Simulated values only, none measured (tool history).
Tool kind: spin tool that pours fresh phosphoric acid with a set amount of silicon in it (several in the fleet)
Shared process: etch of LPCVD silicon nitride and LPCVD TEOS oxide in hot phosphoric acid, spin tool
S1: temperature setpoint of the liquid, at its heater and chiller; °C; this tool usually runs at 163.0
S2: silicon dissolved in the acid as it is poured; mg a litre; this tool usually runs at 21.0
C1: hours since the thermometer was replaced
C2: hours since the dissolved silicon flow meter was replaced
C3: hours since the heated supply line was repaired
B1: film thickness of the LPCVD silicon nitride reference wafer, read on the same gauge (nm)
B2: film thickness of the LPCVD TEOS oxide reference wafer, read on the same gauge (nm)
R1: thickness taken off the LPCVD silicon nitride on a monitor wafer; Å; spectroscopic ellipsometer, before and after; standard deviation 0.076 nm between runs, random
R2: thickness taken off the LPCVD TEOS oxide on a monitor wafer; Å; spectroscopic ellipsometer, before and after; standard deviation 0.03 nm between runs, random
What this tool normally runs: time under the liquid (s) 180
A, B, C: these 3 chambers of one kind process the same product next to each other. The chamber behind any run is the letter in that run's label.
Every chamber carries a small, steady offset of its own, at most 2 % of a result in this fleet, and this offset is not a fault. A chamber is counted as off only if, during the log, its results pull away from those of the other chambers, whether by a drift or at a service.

Run 1B, hour 5.2: usual settings; C1 866.3; C2 573.2; C3 2227.4; B1 100.020; B2 130.00. Result: R1 177.14 Å, R2 9.0657 Å.
Run 2C, hour 12.1: usual settings; C1 511.8; C2 307.7; C3 375.0; B1 100.030; B2 130.00. Result: R1 179.94 Å, R2 9.6163 Å.
Run 3A, hour 21.2: usual settings; C1 364.4; C2 79.5; C3 910.8; B1 100.040; B2 130.02. Result: R1 179.83 Å, R2 9.3031 Å.
Run 4C, hour 28.1: usual settings; C1 527.8; C2 323.7; C3 391.0; B1 100.020; B2 129.97. Result: R1 179.77 Å, R2 9.7543 Å.
Run 5B, hour 36.6: usual settings; C1 897.7; C2 604.6; C3 2258.8; B1 100.000; B2 130.00. Result: R1 178.43 Å, R2 9.5599 Å.
Run 6A, hour 42.8: usual settings; C1 386.0; C2 101.1; C3 932.4; B1 100.020; B2 130.01. Result: R1 179.83 Å, R2 9.3764 Å.
Run 7B, hour 47.3: usual settings; C1 908.4; C2 615.3; C3 2269.5; B1 99.996; B2 130.01. Result: R1 178.42 Å, R2 9.0590 Å.
Run 8C, hour 55.4: usual settings but S1 164.5 °C, S2 26.5 mg a litre; C1 555.1; C2 351.0; C3 418.3; B1 99.983; B2 130.00. Result: R1 189.64 Å, R2 8.0560 Å.
Run 9A, hour 63.7: usual settings but S1 164.5 °C, S2 26.5 mg a litre; C1 406.9; C2 122.0; C3 953.3; B1 100.040; B2 129.96. Result: R1 190.09 Å, R2 8.8290 Å.
Run 10A, hour 70.4: usual settings but S1 164.5 °C, S2 26.5 mg a litre; C1 413.6; C2 128.7; C3 960.0; B1 99.993; B2 130.01. Result: R1 188.19 Å, R2 8.8281 Å.
Run 11C, hour 79.3: usual settings; C1 579.0; C2 374.9; C3 442.2; B1 100.020; B2 129.99. Result: R1 179.49 Å, R2 9.1862 Å.
Run 12B, hour 85.9: usual settings; C1 947.0; C2 653.9; C3 2308.1; B1 100.040; B2 130.02. Result: R1 178.99 Å, R2 9.1340 Å.
Run 13C, hour 92.9: usual settings; C1 592.6; C2 388.5; C3 455.8; B1 100.000; B2 130.01. Result: R1 181.05 Å, R2 9.6904 Å.
Run 14A, hour 97.2: usual settings; C1 440.4; C2 155.5; C3 986.8; B1 99.984; B2 130.00. Result: R1 180.42 Å, R2 9.2679 Å.
Run 15B, hour 101.5: usual settings; C1 962.6; C2 669.5; C3 2323.7; B1 100.030; B2 129.99. Result: R1 179.17 Å, R2 8.7284 Å.
At hour 105.9: chamber C: dissolved silicon flow meter replaced.
Run 16B, hour 108.1: usual settings; C1 969.2; C2 676.1; C3 2330.3; B1 99.991; B2 130.03. Result: R1 179.22 Å, R2 9.2673 Å.
Run 17C, hour 116.8: usual settings; C1 616.5; C2 10.9; C3 479.7; B1 99.968; B2 130.01. Result: R1 180.30 Å, R2 8.7787 Å.
Run 18A, hour 123.1: usual settings; C1 466.3; C2 181.4; C3 1012.7; B1 99.994; B2 130.00. Result: R1 180.84 Å, R2 8.6398 Å.
Run 19A, hour 132.1: usual settings; C1 475.3; C2 190.4; C3 1021.7; B1 99.983; B2 130.00. Result: R1 180.82 Å, R2 8.8045 Å.
Run 20B, hour 140.0: usual settings; C1 1001.1; C2 708.0; C3 2362.2; B1 100.030; B2 130.00. Result: R1 178.52 Å, R2 8.7854 Å.
Run 21C, hour 148.2: usual settings; C1 647.9; C2 42.3; C3 511.1; B1 99.973; B2 130.00. Result: R1 179.81 Å, R2 9.7927 Å.
Run 22C, hour 155.6: usual settings; C1 655.3; C2 49.7; C3 518.5; B1 99.989; B2 129.99. Result: R1 181.24 Å, R2 9.2562 Å.
Run 23B, hour 163.2: usual settings; C1 1024.3; C2 731.2; C3 2385.4; B1 100.000; B2 129.99. Result: R1 178.05 Å, R2 9.2384 Å.
Run 24A, hour 169.2: usual settings; C1 512.4; C2 227.5; C3 1058.8; B1 99.999; B2 129.98. Result: R1 180.62 Å, R2 8.9571 Å.
Run 25C, hour 174.9: usual settings; C1 674.6; C2 69.0; C3 537.8; B1 99.980; B2 130.01. Result: R1 178.86 Å, R2 9.7045 Å.
Run 26B, hour 179.3: usual settings; C1 1040.4; C2 747.3; C3 2401.5; B1 99.979; B2 130.01. Result: R1 177.74 Å, R2 9.1913 Å.
Run 27A, hour 186.5: usual settings; C1 529.7; C2 244.8; C3 1076.1; B1 99.986; B2 130.00. Result: R1 180.59 Å, R2 9.0564 Å.
Run 28C, hour 192.3: usual settings; C1 692.0; C2 86.4; C3 555.2; B1 99.986; B2 130.02. Result: R1 180.25 Å, R2 9.0898 Å.
Run 29A, hour 201.1: usual settings; C1 544.3; C2 259.4; C3 1090.7; B1 100.010; B2 130.00. Result: R1 180.82 Å, R2 8.6000 Å.
Run 30B, hour 208.6: usual settings but S1 164.0 °C, time under the liquid (s) 255; C1 1069.7; C2 776.6; C3 2430.8; B1 99.972; B2 129.99. Result: R1 261.15 Å, R2 14.1710 Å.
Run 31B, hour 213.7: usual settings but S1 164.0 °C, time under the liquid (s) 255; C1 1074.8; C2 781.7; C3 2435.9; B1 100.010; B2 130.00. Result: R1 262.92 Å, R2 14.2870 Å.
Run 32A, hour 219.5: usual settings but S1 164.0 °C, time under the liquid (s) 255; C1 562.7; C2 277.8; C3 1109.1; B1 100.020; B2 130.02. Result: R1 262.28 Å, R2 13.8080 Å.
Run 33C, hour 224.6: usual settings; C1 724.3; C2 118.7; C3 587.5; B1 100.020; B2 130.01. Result: R1 180.21 Å, R2 9.5786 Å.
Run 34A, hour 230.7: usual settings but time under the liquid (s) 215; C1 573.9; C2 289.0; C3 1120.3; B1 99.977; B2 129.99. Result: R1 216.96 Å, R2 10.9530 Å.
Run 35C, hour 237.8: usual settings but time under the liquid (s) 215; C1 737.5; C2 131.9; C3 600.7; B1 100.060; B2 130.01. Result: R1 216.78 Å, R2 10.7910 Å.
Run 36B, hour 246.1: usual settings but time under the liquid (s) 215; C1 1107.2; C2 814.1; C3 2468.3; B1 99.975; B2 129.98. Result: R1 213.45 Å, R2 10.9110 Å.
Run 37B, hour 255.1: usual settings; C1 1116.2; C2 823.1; C3 2477.3; B1 99.978; B2 129.99. Result: R1 178.53 Å, R2 9.6183 Å.

Next, every chamber runs the same settings. What will each give?
Run 38A, hour 261.9: usual settings. Result: R1 ?, R2 ?.
Run 38B, hour 261.9: usual settings. Result: R1 ?, R2 ?.
Run 38C, hour 261.9: usual settings. Result: R1 ?, R2 ?.

run      R1      R2
38A  180.73  9.0748
38B  178.32  9.3660
38C  179.88  9.3033
